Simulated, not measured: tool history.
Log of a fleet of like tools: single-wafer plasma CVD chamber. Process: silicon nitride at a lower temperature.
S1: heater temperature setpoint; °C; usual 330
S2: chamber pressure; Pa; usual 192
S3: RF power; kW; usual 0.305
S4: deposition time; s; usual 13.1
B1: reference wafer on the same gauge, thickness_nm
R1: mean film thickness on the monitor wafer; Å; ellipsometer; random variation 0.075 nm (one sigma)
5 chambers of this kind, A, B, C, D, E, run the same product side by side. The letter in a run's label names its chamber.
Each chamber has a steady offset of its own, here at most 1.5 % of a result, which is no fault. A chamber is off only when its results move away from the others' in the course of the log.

run   hour   S1   S2     S3    S4      B1      R1
 1C    5.8  330  192  0.305  13.1  13.093  152.22
 2B   11.9  330  192  0.305  13.1  13.105  151.16
 3A   19.3  330  192  0.305  13.1  13.108  153.02
 4E   24.4  330  192  0.305  13.1  13.091  151.49
 5D   28.6  330  192  0.305  13.1  13.114  155.65
 6C   34.3  330  192  0.305  13.1  13.106  151.81
 7E   40.4  330  192  0.305  13.1  13.111  150.57
 8B   46.4  330  192  0.305  13.1  13.103  151.50
 9D   54.3  330  192  0.305  13.1  13.114  154.71
      56.7  -- chamber A: thermocouple changed; heater temperature recalibrated
10A   61.0  330  192  0.305  13.1  13.105  152.44
11A   68.8  330  192  0.270  13.1  13.096  141.02
12E   75.6  330  192  0.270  13.1  13.100  138.74
13C   79.3  330  192  0.270  13.1  13.119  139.32
14B   83.3  330  192  0.270  13.1  13.101  140.46
15D   88.0  330  192  0.270  13.1  13.095  141.45
16A   93.9  330  192  0.305  13.1  13.100  151.99
17C  101.4  330  192  0.305  13.1  13.096  151.71
18B  105.5  330  192  0.305  13.1  13.115  152.03
19D  112.4  330  192  0.305  13.1  13.109  155.06
20E  119.0  330  192  0.305  13.1  13.082  151.01
21E  123.8  330  192  0.305  13.1  13.098  149.70
22D  131.0  330  192  0.305  13.1  13.109  154.00
23B  138.6  330  192  0.305  13.1  13.109  152.86
24C  146.0  330  192  0.305  13.1  13.100  151.91
25A  151.7  330  192  0.305  13.1  13.107  151.39
26B  156.8  330  192  0.305  13.1  13.113  153.36
27C  162.3  330  192  0.305  13.1  13.106  153.77
28D  167.7  330  192  0.305  13.1  13.098  153.57
29A  175.2  330  192  0.305  13.1  13.106  151.79
     176.2  -- chamber E: RF generator calibrated
30E  183.1  330  156  0.305  13.1  13.083  142.63
31C  187.8  330  156  0.305  13.1  13.091  142.52
32D  194.5  330  156  0.305  13.1  13.115  145.00
33A  201.8  330  156  0.305  13.1  13.093  143.23
34B  206.2  330  156  0.305  13.1  13.090  144.37
35E  210.5  330  192  0.305  13.1  13.101  152.35
36C  214.7  330  192  0.305  13.1  13.090  152.04
37B  219.8  330  192  0.305  13.1  13.090  150.44
38D  224.8  340  192  0.305  13.1  13.099  152.81
39E  232.6  340  192  0.305  13.1  13.096  151.18
40A  239.2  340  192  0.305  13.1  13.103  152.31

Is one chamber off against the others, does the gauge drift, or is nothing wrong? If a chamber is off, say which, and what the likeliest cause is.

No chamber stands off beyond its own small offset, and the gauge holds steady.
